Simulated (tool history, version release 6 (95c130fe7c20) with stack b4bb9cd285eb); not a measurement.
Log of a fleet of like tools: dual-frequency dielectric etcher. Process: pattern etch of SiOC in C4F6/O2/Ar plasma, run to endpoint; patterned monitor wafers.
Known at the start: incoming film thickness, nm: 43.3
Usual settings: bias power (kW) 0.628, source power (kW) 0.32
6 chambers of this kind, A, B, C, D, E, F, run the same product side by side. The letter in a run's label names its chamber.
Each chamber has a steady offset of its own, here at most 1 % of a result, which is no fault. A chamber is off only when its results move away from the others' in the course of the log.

run	hour	bias power (kW)	source power (kW)	hours since the last wet clean	hours since the last bias power generator calibration	hours since the last source power generator calibration	endpoint time (s)
1E	6.7	0.628	0.32	266.9	1682.3	1144.6	14.56
2F	13.5	0.628	0.32	290.9	1898.9	850.8	14.575
3A	26.1	0.628	0.32	348.3	1436.1	3567.9	14.428
4B	35.7	0.628	0.32	343.3	1870.8	164.6	14.634
5D	43.1	0.628	0.32	132.6	344.8	491.8	14.576
6C	50.3	0.628	0.32	159.1	3194	2046.6	14.668
7E	62.6	0.628	0.32	322.8	1738.2	1200.5	14.572
8C	69.6	0.628	0.32	178.4	3213.3	2065.9	14.567
# hour 79.6: chamber E: bias power generator calibrated
9F	79.9	0.628	0.32	357.3	1965.3	917.2	14.628
# hour 86.5: chamber A: wet clean of the chamber
10B	87.1	0.628	0.32	394.7	1922.2	216	14.63
11A	99.8	0.721	0.32	13.3	1509.8	3641.6	13.771
12D	112.6	0.721	0.32	202.1	414.3	561.3	14.02
13B	125.3	0.721	0.32	432.9	1960.4	254.2	13.871
14D	133.3	0.721	0.32	222.8	435	582	14.2
15C	141.9	0.721	0.32	250.7	3285.6	2138.2	13.842
16F	148.5	0.721	0.32	425.9	2033.9	985.8	13.784
17A	157.4	0.628	0.32	70.9	1567.4	3699.2	14.412
# hour 162.4: chamber C: bias power generator calibrated
# hour 163.3: chamber F: wet clean of the chamber
18E	168.6	0.628	0.32	428.8	89.1	1306.5	14.501
19A	176.7	0.628	0.32	90.2	1586.7	3718.5	14.396
20B	183	0.628	0.32	490.6	2018.1	311.9	14.656
21D	192.6	0.628	0.32	282.1	494.3	641.3	15.016
22C	202.4	0.628	0.32	311.2	40.1	2198.7	14.426
23E	209.1	0.628	0.4	469.3	129.6	1347	13.354
24F	218.8	0.628	0.4	55.6	2104.2	1056.1	13.481
# hour 222.9: chamber B: wet clean of the chamber
25C	229.2	0.628	0.4	338	66.9	2225.5	13.382
26E	236.1	0.628	0.4	496.3	156.6	1374	13.376
27B	247.5	0.628	0.4	24.6	2082.6	376.4	13.659
28A	254.8	0.628	0.4	168.3	1664.8	3796.6	13.386
29F	265.8	0.628	0.32	102.6	2151.2	1103.1	14.568
30D	276.1	0.628	0.32	365.6	577.8	724.8	15.093
31B	282.9	0.628	0.32	60	2118	411.8	14.608
32D	289.7	0.628	0.32	379.2	591.4	738.4	15.198
33C	302.1	0.628	0.32	410.9	139.8	2298.4	14.376
34A	307.7	0.628	0.32	221.2	1717.7	3849.5	14.42
35E	314.3	0.628	0.32	574.5	234.8	1452.2	14.643
36F	321.9	0.628	0.32	158.7	2207.3	1159.2	14.571
37A	328.2	0.628	0.32	241.7	1738.2	3870	14.602
38B	335.1	0.628	0.32	112.2	2170.2	464	14.533
39C	345.5	0.698	0.39	454.3	183.2	2341.8	12.858
40F	357	0.698	0.39	193.8	2242.4	1194.3	12.897
41E	367.4	0.698	0.39	627.6	287.9	1505.3	12.953

All 6 chambers run these settings next. Forecast each chamber's results:
42A	376.5	0.628	0.32				?
42B	376.5	0.628	0.32				?
42C	376.5	0.628	0.32				?
42D	376.5	0.628	0.32				?
42E	376.5	0.628	0.32				?
42F	376.5	0.628	0.32				?

run	endpoint time (s)
42A	14.636
42B	14.696
42C	14.402
42D	15.293
42E	14.487
42F	14.61
